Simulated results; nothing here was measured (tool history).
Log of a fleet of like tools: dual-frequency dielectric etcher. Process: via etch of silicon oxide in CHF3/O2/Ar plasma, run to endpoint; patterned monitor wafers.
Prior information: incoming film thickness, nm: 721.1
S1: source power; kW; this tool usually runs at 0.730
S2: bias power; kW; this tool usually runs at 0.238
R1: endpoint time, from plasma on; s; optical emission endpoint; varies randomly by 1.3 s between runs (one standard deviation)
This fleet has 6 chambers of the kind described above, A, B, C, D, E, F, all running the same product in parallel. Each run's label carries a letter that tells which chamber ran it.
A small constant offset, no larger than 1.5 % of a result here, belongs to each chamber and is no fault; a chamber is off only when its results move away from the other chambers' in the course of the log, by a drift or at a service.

Run 1C, hour 12.2: usual settings. Result: R1 309.97 s.
Run 2F, hour 21.6: usual settings. Result: R1 309.41 s.
Run 3A, hour 32.9: usual settings. Result: R1 310.61 s.
At hour 34.3: chamber A: wet clean of the chamber.
Run 4B, hour 39.1: usual settings. Result: R1 307.79 s.
Run 5D, hour 52.2: usual settings. Result: R1 309.62 s.
Run 6E, hour 61.1: usual settings. Result: R1 305.17 s.
Run 7B, hour 72.5: usual settings. Result: R1 305.77 s.
Run 8E, hour 78.7: usual settings. Result: R1 305.17 s.
At hour 81.0: chamber D: wet clean of the chamber.
Run 9C, hour 90.5: usual settings. Result: R1 310.51 s.
Run 10F, hour 103.4: usual settings. Result: R1 310.57 s.
Run 11A, hour 109.9: usual settings. Result: R1 310.45 s.
At hour 110.8: chamber C: source power generator calibrated.
Run 12D, hour 119.5: usual settings. Result: R1 309.23 s.
Run 13F, hour 128.0: usual settings. Result: R1 311.58 s.
Run 14C, hour 140.9: usual settings but S1 0.880 kW, S2 0.267 kW. Result: R1 278.11 s.
Run 15A, hour 148.0: usual settings but S1 0.880 kW, S2 0.267 kW. Result: R1 278.70 s.
Run 16D, hour 155.1: usual settings but S1 0.880 kW, S2 0.267 kW. Result: R1 279.09 s.
At hour 155.8: chamber E: wet clean of the chamber.
Run 17E, hour 161.7: usual settings but S1 0.880 kW, S2 0.267 kW. Result: R1 273.87 s.
Run 18B, hour 171.1: usual settings but S1 0.880 kW, S2 0.267 kW. Result: R1 276.95 s.
Run 19E, hour 182.8: usual settings but S1 0.880 kW, S2 0.267 kW. Result: R1 276.24 s.
Run 20A, hour 191.7: usual settings. Result: R1 311.28 s.
Run 21C, hour 205.0: usual settings. Result: R1 311.01 s.
At hour 206.5: chamber B: wet clean of the chamber.
Run 22F, hour 213.9: usual settings but S2 0.190 kW. Result: R1 340.82 s.
Run 23B, hour 221.3: usual settings but S2 0.190 kW. Result: R1 329.82 s.
Run 24D, hour 232.0: usual settings but S2 0.190 kW. Result: R1 334.15 s.
Run 25F, hour 238.3: usual settings but S2 0.190 kW. Result: R1 339.31 s.
Run 26B, hour 248.7: usual settings but S2 0.190 kW. Result: R1 329.98 s.
Run 27D, hour 255.2: usual settings but S2 0.190 kW. Result: R1 337.30 s.
Run 28C, hour 264.2: usual settings. Result: R1 309.72 s.
Run 29A, hour 278.0: usual settings. Result: R1 308.84 s.
Run 30E, hour 285.6: usual settings. Result: R1 305.46 s.
Run 31C, hour 296.3: usual settings. Result: R1 308.75 s.
Run 32F, hour 305.7: usual settings but S1 0.840 kW, S2 0.279 kW. Result: R1 284.70 s.
Run 33E, hour 313.5: usual settings but S1 0.840 kW, S2 0.279 kW. Result: R1 272.46 s.
Run 34B, hour 319.9: usual settings but S1 0.840 kW, S2 0.279 kW. Result: R1 276.50 s.
Run 35A, hour 329.5: usual settings but S1 0.840 kW, S2 0.279 kW. Result: R1 279.10 s.
Run 36D, hour 343.2: usual settings but S1 0.840 kW, S2 0.279 kW. Result: R1 278.15 s.
Run 37D, hour 351.1: usual settings but S1 0.840 kW, S2 0.279 kW. Result: R1 275.47 s.
Run 38E, hour 364.6: usual settings but S1 0.650 kW. Result: R1 318.56 s.
Run 39F, hour 372.9: usual settings but S1 0.650 kW. Result: R1 336.92 s.
At hour 380.4: chamber B: bias power generator calibrated.
Run 40B, hour 382.7: usual settings but S1 0.650 kW. Result: R1 324.12 s.

Which is it: a chamber that has drifted or been left off by a service, a gauge drift common to all chambers, or only each chamber's usual small offset? If a chamber is off, name it and its likeliest cause.

One chamber, F, drifts off from the rest bit by bit.
Cause: etch rate under this chamber's usual, % = 4.38.

Here are 4 candidates for chamber F's next run, each the usual settings with a change, their results left as question marks. Which one brings its results back in line with what the others give on the usual settings?
Counts as in line when no further than this from what the other chambers average on the usual settings: R1 4.50 s
Run 41F-1, hour 392.6: usual settings but S2 0.247 kW. Result: R1 ?.
Run 41F-2, hour 392.6: usual settings but S1 0.770 kW, S2 0.251 kW. Result: R1 ?.
Run 41F-3, hour 392.6: usual settings but S1 0.690 kW, S2 0.225 kW. Result: R1 ?.
Run 41F-4, hour 392.6: usual settings but S2 0.229 kW. Result: R1 ?.

Average result of the remaining chambers running the usual settings: R1 309.16 s
  run      R1
41F-1  317.24
41F-2  309.22
41F-3  334.68
41F-4  325.67
It is 41F-2 that realigns the chamber with its peers.
